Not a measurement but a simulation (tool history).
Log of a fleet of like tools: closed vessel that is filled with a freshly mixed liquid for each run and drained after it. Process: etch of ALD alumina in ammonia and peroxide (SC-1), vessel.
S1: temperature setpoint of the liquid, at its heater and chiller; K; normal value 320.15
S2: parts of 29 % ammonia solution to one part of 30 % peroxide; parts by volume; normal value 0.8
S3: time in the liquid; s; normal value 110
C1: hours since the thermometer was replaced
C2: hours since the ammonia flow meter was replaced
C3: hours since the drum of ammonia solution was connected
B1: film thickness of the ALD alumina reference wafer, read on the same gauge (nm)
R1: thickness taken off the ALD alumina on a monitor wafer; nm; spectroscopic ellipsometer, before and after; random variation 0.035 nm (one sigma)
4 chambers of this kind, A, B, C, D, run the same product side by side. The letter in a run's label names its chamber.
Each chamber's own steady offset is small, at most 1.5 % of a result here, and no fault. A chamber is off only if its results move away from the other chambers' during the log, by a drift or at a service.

run	hour	S1	S2	S3	C1	C2	C3	B1	R1
1C	2.3	320.15	0.8	110	197.5	164.5	220.8	110.01	5.3789
2A	5.0	320.15	0.8	110	1018.3	449.2	744.5	110.00	5.4156
3D	9.0	320.15	0.8	110	297.6	115.0	132.1	109.99	5.4614
4B	12.7	320.15	0.8	110	643.2	292.7	262.6	109.99	5.4114
5B	16.0	320.15	0.8	110	646.5	296.0	265.9	109.98	5.4261
6A	19.8	320.15	0.8	110	1033.1	464.0	759.3	109.99	5.3759
7C	21.9	320.15	0.8	110	217.1	184.1	240.4	110.01	5.3768
8D	24.1	320.15	0.8	110	312.7	130.1	147.2	110.00	5.4955
9B	26.2	320.15	0.8	110	656.7	306.2	276.1	110.02	5.3104
10D	28.5	312.15	0.8	110	317.1	134.5	151.6	109.98	3.4221
11C	32.0	312.15	0.8	110	227.2	194.2	250.5	109.98	3.4186
12A	35.2	312.15	0.8	110	1048.5	479.4	774.7	110.00	3.3821
13C	38.9	312.15	0.8	110	234.1	201.1	257.4	110.00	3.3764
14D	42.1	314.65	0.6	110	330.7	148.1	165.2	110.01	3.8417
15B	44.0	314.65	0.6	110	674.5	324.0	293.9	110.01	3.7224
16A	47.3	314.65	0.6	110	1060.6	491.5	786.8	110.01	3.8467
17D	51.0	314.65	0.6	110	339.6	157.0	174.1	110.00	3.8726
18B	53.8	320.15	0.8	110	684.3	333.8	303.7	110.01	5.1909
19A	55.7	320.15	0.8	110	1069.0	499.9	795.2	110.02	5.4375
20C	60.0	320.15	0.8	110	255.2	222.2	278.5	109.99	5.3852
21D	63.6	320.15	0.8	110	352.2	169.6	186.7	109.99	5.4532
22B	67.6	320.15	0.8	110	698.1	347.6	317.5	109.99	5.1418
23C	70.1	320.15	0.8	110	265.3	232.3	288.6	109.99	5.4051
24A	73.6	320.15	0.8	110	1086.9	517.8	813.1	110.00	5.4181
25C	77.1	326.15	0.8	110	272.3	239.3	295.6	110.01	7.4723

Which is it: a chamber that has drifted or been left off by a service, a gauge drift common to all chambers, or only each chamber's usual small offset? If a chamber is off, name it and its likeliest cause.

Little by little, chamber B moves away from the other chambers.
Likeliest cause: liquid colder than its thermometer reads (K) = 1.31.

Chamber B could run next with any of the 4 candidate recipes listed below; each alters the usual settings, and their results appear as question marks. Which one brings its results back in line with what the other chambers deliver on the usual settings?
In line here means within this much of the mean the other chambers give on the usual settings: R1 0.1200 nm
26B-1	80.2	319.65	0.8	110					?
26B-2	80.2	320.65	0.8	115					?
26B-3	80.2	320.65	0.8	110					?
26B-4	80.2	319.65	0.8	105					?

On the usual settings, the other chambers give on average: R1 5.4167 nm
run	R1
26B-1	4.8804
26B-2	5.4028
26B-3	5.1679
26B-4	4.6586
The answer is 26B-2, which returns the chamber to within the allowed miss of the others.
